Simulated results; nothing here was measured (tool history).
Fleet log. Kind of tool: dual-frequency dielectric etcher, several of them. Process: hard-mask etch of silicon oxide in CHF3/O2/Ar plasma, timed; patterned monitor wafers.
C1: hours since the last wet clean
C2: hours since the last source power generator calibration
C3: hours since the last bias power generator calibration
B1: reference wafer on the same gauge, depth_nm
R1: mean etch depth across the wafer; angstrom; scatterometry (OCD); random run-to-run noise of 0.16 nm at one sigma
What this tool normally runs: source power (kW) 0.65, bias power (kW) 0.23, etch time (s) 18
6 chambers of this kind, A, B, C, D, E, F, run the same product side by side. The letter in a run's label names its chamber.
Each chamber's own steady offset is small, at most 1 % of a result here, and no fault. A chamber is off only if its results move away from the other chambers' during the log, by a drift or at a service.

{"run": "1B", "hour": 8.1, "source power (kW)": 0.65, "bias power (kW)": 0.23, "etch time (s)": 18, "C1": 144.8, "C2": 1278.7, "C3": 304.1, "B1": 45.042, "R1": 395.02}
{"run": "2F", "hour": 17.6, "source power (kW)": 0.65, "bias power (kW)": 0.23, "etch time (s)": 18, "C1": 413.6, "C2": 694.6, "C3": 538, "B1": 44.968, "R1": 400.66}
{"run": "3E", "hour": 26.5, "source power (kW)": 0.65, "bias power (kW)": 0.23, "etch time (s)": 18, "C1": 322.3, "C2": 942.2, "C3": 1391.4, "B1": 45.02, "R1": 402.89}
{"run": "4A", "hour": 37.6, "source power (kW)": 0.65, "bias power (kW)": 0.23, "etch time (s)": 18, "C1": 157, "C2": 4872.6, "C3": 2447.1, "B1": 44.974, "R1": 400.41}
{"hour": 46.5, "done": "chamber C: wet clean of the chamber"}
{"run": "5C", "hour": 46.8, "source power (kW)": 0.65, "bias power (kW)": 0.23, "etch time (s)": 18, "C1": 0.4, "C2": 783.7, "C3": 185.7, "B1": 44.99, "R1": 396.64}
{"run": "6D", "hour": 55.3, "source power (kW)": 0.65, "bias power (kW)": 0.23, "etch time (s)": 18, "C1": 142.3, "C2": 1576.9, "C3": 830.7, "B1": 44.975, "R1": 402.05}
{"hour": 58.4, "done": "chamber E: wet clean of the chamber"}
{"run": "7C", "hour": 63.0, "source power (kW)": 0.65, "bias power (kW)": 0.23, "etch time (s)": 18, "C1": 16.6, "C2": 799.9, "C3": 201.9, "B1": 44.96, "R1": 399.28}
{"run": "8A", "hour": 73.2, "source power (kW)": 0.65, "bias power (kW)": 0.23, "etch time (s)": 18, "C1": 192.6, "C2": 4908.2, "C3": 2482.7, "B1": 45.001, "R1": 399.51}
{"run": "9F", "hour": 84.2, "source power (kW)": 0.65, "bias power (kW)": 0.23, "etch time (s)": 18, "C1": 480.2, "C2": 761.2, "C3": 604.6, "B1": 45.02, "R1": 400.59}
{"run": "10E", "hour": 97.5, "source power (kW)": 0.65, "bias power (kW)": 0.23, "etch time (s)": 18, "C1": 39.2, "C2": 1013.2, "C3": 1462.4, "B1": 45.039, "R1": 401.41}
{"run": "11D", "hour": 107.7, "source power (kW)": 0.65, "bias power (kW)": 0.23, "etch time (s)": 18, "C1": 194.7, "C2": 1629.3, "C3": 883.1, "B1": 45.001, "R1": 401.28}
{"hour": 115.5, "done": "chamber A: source power generator calibrated"}
{"run": "12B", "hour": 121.9, "source power (kW)": 0.65, "bias power (kW)": 0.23, "etch time (s)": 18, "C1": 258.6, "C2": 1392.5, "C3": 417.9, "B1": 45, "R1": 396}
{"run": "13E", "hour": 131.9, "source power (kW)": 0.65, "bias power (kW)": 0.23, "etch time (s)": 18, "C1": 73.6, "C2": 1047.6, "C3": 1496.8, "B1": 44.954, "R1": 396.77}
{"run": "14C", "hour": 145.9, "source power (kW)": 0.65, "bias power (kW)": 0.23, "etch time (s)": 18, "C1": 99.5, "C2": 882.8, "C3": 284.8, "B1": 44.971, "R1": 399.44}
{"run": "15A", "hour": 160.4, "source power (kW)": 0.65, "bias power (kW)": 0.23, "etch time (s)": 21.5, "C1": 279.8, "C2": 44.9, "C3": 2569.9, "B1": 44.962, "R1": 477.09}
{"run": "16F", "hour": 169.5, "source power (kW)": 0.65, "bias power (kW)": 0.23, "etch time (s)": 21.5, "C1": 565.5, "C2": 846.5, "C3": 689.9, "B1": 45.031, "R1": 480.09}
{"run": "17B", "hour": 178.7, "source power (kW)": 0.65, "bias power (kW)": 0.23, "etch time (s)": 21.5, "C1": 315.4, "C2": 1449.3, "C3": 474.7, "B1": 45.013, "R1": 474.49}
{"run": "18D", "hour": 190.3, "source power (kW)": 0.65, "bias power (kW)": 0.23, "etch time (s)": 21.5, "C1": 277.3, "C2": 1711.9, "C3": 965.7, "B1": 45.014, "R1": 482.31}
{"run": "19E", "hour": 200.0, "source power (kW)": 0.65, "bias power (kW)": 0.23, "etch time (s)": 21.5, "C1": 141.7, "C2": 1115.7, "C3": 1564.9, "B1": 45.017, "R1": 478.31}
{"run": "20B", "hour": 214.9, "source power (kW)": 0.65, "bias power (kW)": 0.23, "etch time (s)": 21.5, "C1": 351.6, "C2": 1485.5, "C3": 510.9, "B1": 45.012, "R1": 474.53}
{"run": "21D", "hour": 228.1, "source power (kW)": 0.65, "bias power (kW)": 0.23, "etch time (s)": 18, "C1": 315.1, "C2": 1749.7, "C3": 1003.5, "B1": 44.974, "R1": 403.35}
{"run": "22A", "hour": 236.4, "source power (kW)": 0.65, "bias power (kW)": 0.23, "etch time (s)": 18, "C1": 355.8, "C2": 120.9, "C3": 2645.9, "B1": 44.977, "R1": 400.84}
{"run": "23C", "hour": 250.9, "source power (kW)": 0.65, "bias power (kW)": 0.23, "etch time (s)": 18, "C1": 204.5, "C2": 987.8, "C3": 389.8, "B1": 44.989, "R1": 399.42}
{"run": "24F", "hour": 263.1, "source power (kW)": 0.65, "bias power (kW)": 0.23, "etch time (s)": 18, "C1": 659.1, "C2": 940.1, "C3": 783.5, "B1": 44.976, "R1": 397.48}
{"run": "25F", "hour": 277.7, "source power (kW)": 0.65, "bias power (kW)": 0.23, "etch time (s)": 18, "C1": 673.7, "C2": 954.7, "C3": 798.1, "B1": 45, "R1": 395.45}
{"run": "26A", "hour": 292.1, "source power (kW)": 0.65, "bias power (kW)": 0.23, "etch time (s)": 18, "C1": 411.5, "C2": 176.6, "C3": 2701.6, "B1": 45.023, "R1": 398.34}
{"hour": 303.2, "done": "chamber D: source power generator calibrated"}
{"run": "27D", "hour": 306.0, "source power (kW)": 0.65, "bias power (kW)": 0.23, "etch time (s)": 18, "C1": 393, "C2": 2.9, "C3": 1081.4, "B1": 45.001, "R1": 405.57}
{"run": "28C", "hour": 314.0, "source power (kW)": 0.65, "bias power (kW)": 0.23, "etch time (s)": 18, "C1": 267.6, "C2": 1050.9, "C3": 452.9, "B1": 45.009, "R1": 397.48}
{"run": "29B", "hour": 323.8, "source power (kW)": 0.65, "bias power (kW)": 0.23, "etch time (s)": 18, "C1": 460.5, "C2": 1594.4, "C3": 619.8, "B1": 45.057, "R1": 395.39}
{"run": "30E", "hour": 334.5, "source power (kW)": 0.65, "bias power (kW)": 0.23, "etch time (s)": 18, "C1": 276.2, "C2": 1250.2, "C3": 1699.4, "B1": 44.976, "R1": 398.86}
{"run": "31B", "hour": 343.0, "source power (kW)": 0.65, "bias power (kW)": 0.23, "etch time (s)": 18, "C1": 479.7, "C2": 1613.6, "C3": 639, "B1": 45.018, "R1": 396.21}
{"hour": 354.6, "done": "chamber A: wet clean of the chamber"}
{"run": "32A", "hour": 356.2, "source power (kW)": 0.65, "bias power (kW)": 0.23, "etch time (s)": 18, "C1": 1.7, "C2": 240.7, "C3": 2765.7, "B1": 44.993, "R1": 400.64}
{"run": "33C", "hour": 363.7, "source power (kW)": 0.65, "bias power (kW)": 0.23, "etch time (s)": 18, "C1": 317.3, "C2": 1100.6, "C3": 502.6, "B1": 45.028, "R1": 395.35}
{"hour": 369.2, "done": "chamber B: wet clean of the chamber"}
{"run": "34D", "hour": 371.6, "source power (kW)": 0.65, "bias power (kW)": 0.23, "etch time (s)": 18, "C1": 458.6, "C2": 68.5, "C3": 1147, "B1": 45.003, "R1": 404.55}
{"run": "35E", "hour": 383.3, "source power (kW)": 0.65, "bias power (kW)": 0.23, "etch time (s)": 18, "C1": 325, "C2": 1299, "C3": 1748.2, "B1": 44.992, "R1": 399.81}
{"run": "36F", "hour": 392.3, "source power (kW)": 0.65, "bias power (kW)": 0.23, "etch time (s)": 18, "C1": 788.3, "C2": 1069.3, "C3": 912.7, "B1": 44.993, "R1": 386.07}
{"run": "37C", "hour": 401.6, "source power (kW)": 0.65, "bias power (kW)": 0.23, "etch time (s)": 18, "C1": 355.2, "C2": 1138.5, "C3": 540.5, "B1": 44.98, "R1": 401.01}
{"run": "38A", "hour": 413.2, "source power (kW)": 0.65, "bias power (kW)": 0.23, "etch time (s)": 18, "C1": 58.7, "C2": 297.7, "C3": 2822.7, "B1": 44.959, "R1": 401.39}
{"run": "39E", "hour": 420.6, "source power (kW)": 0.65, "bias power (kW)": 0.23, "etch time (s)": 18, "C1": 362.3, "C2": 1336.3, "C3": 1785.5, "B1": 44.988, "R1": 400.49}
{"run": "40D", "hour": 430.8, "source power (kW)": 0.65, "bias power (kW)": 0.23, "etch time (s)": 18, "C1": 517.8, "C2": 127.7, "C3": 1206.2, "B1": 44.997, "R1": 402.42}
{"run": "41F", "hour": 439.0, "source power (kW)": 0.65, "bias power (kW)": 0.23, "etch time (s)": 18, "C1": 835, "C2": 1116, "C3": 959.4, "B1": 44.948, "R1": 381.92}
{"run": "42B", "hour": 451.4, "source power (kW)": 0.65, "bias power (kW)": 0.23, "etch time (s)": 18, "C1": 82.2, "C2": 1722, "C3": 747.4, "B1": 45.006, "R1": 395.98}
{"run": "43B", "hour": 464.4, "source power (kW)": 0.65, "bias power (kW)": 0.23, "etch time (s)": 18, "C1": 95.2, "C2": 1735, "C3": 760.4, "B1": 45.02, "R1": 396.91}
{"run": "44F", "hour": 478.9, "source power (kW)": 0.65, "bias power (kW)": 0.23, "etch time (s)": 18, "C1": 874.9, "C2": 1155.9, "C3": 999.3, "B1": 44.966, "R1": 379.6}

Decide between three cases: one chamber stands off from its peers, the gauge reading all wafers drifts, or nothing is wrong past each chamber's small offset. Where a chamber is off, say which and what most likely put it there.

It is chamber F that slowly wanders off from its peers.
What lies behind it: etch rate under this chamber's usual, % = 5.37.

Below are 4 candidate recipes for chamber F's next run, each the usual settings with a change, their results shown as question marks. Which of them brings F's results back in line with what the other chambers give on the usual settings?
Maximum distance from the other chambers' mean on the usual settings for a result to count as in line: R1 5.6 angstrom
{"run": "45F-1", "hour": 489.6, "source power (kW)": 0.63, "bias power (kW)": 0.224, "etch time (s)": 18, "R1": "?"}
{"run": "45F-2", "hour": 489.6, "source power (kW)": 0.68, "bias power (kW)": 0.23, "etch time (s)": 18, "R1": "?"}
{"run": "45F-3", "hour": 489.6, "source power (kW)": 0.74, "bias power (kW)": 0.23, "etch time (s)": 18, "R1": "?"}
{"run": "45F-4", "hour": 489.6, "source power (kW)": 0.65, "bias power (kW)": 0.23, "etch time (s)": 17, "R1": "?"}

Average result of the remaining chambers running the usual settings: R1 399.82 angstrom
run=45F-1 R1=371.75
run=45F-2 R1=386.34
run=45F-3 R1=399.07
run=45F-4 R1=358.62
45F-3 brings the chamber back in line.
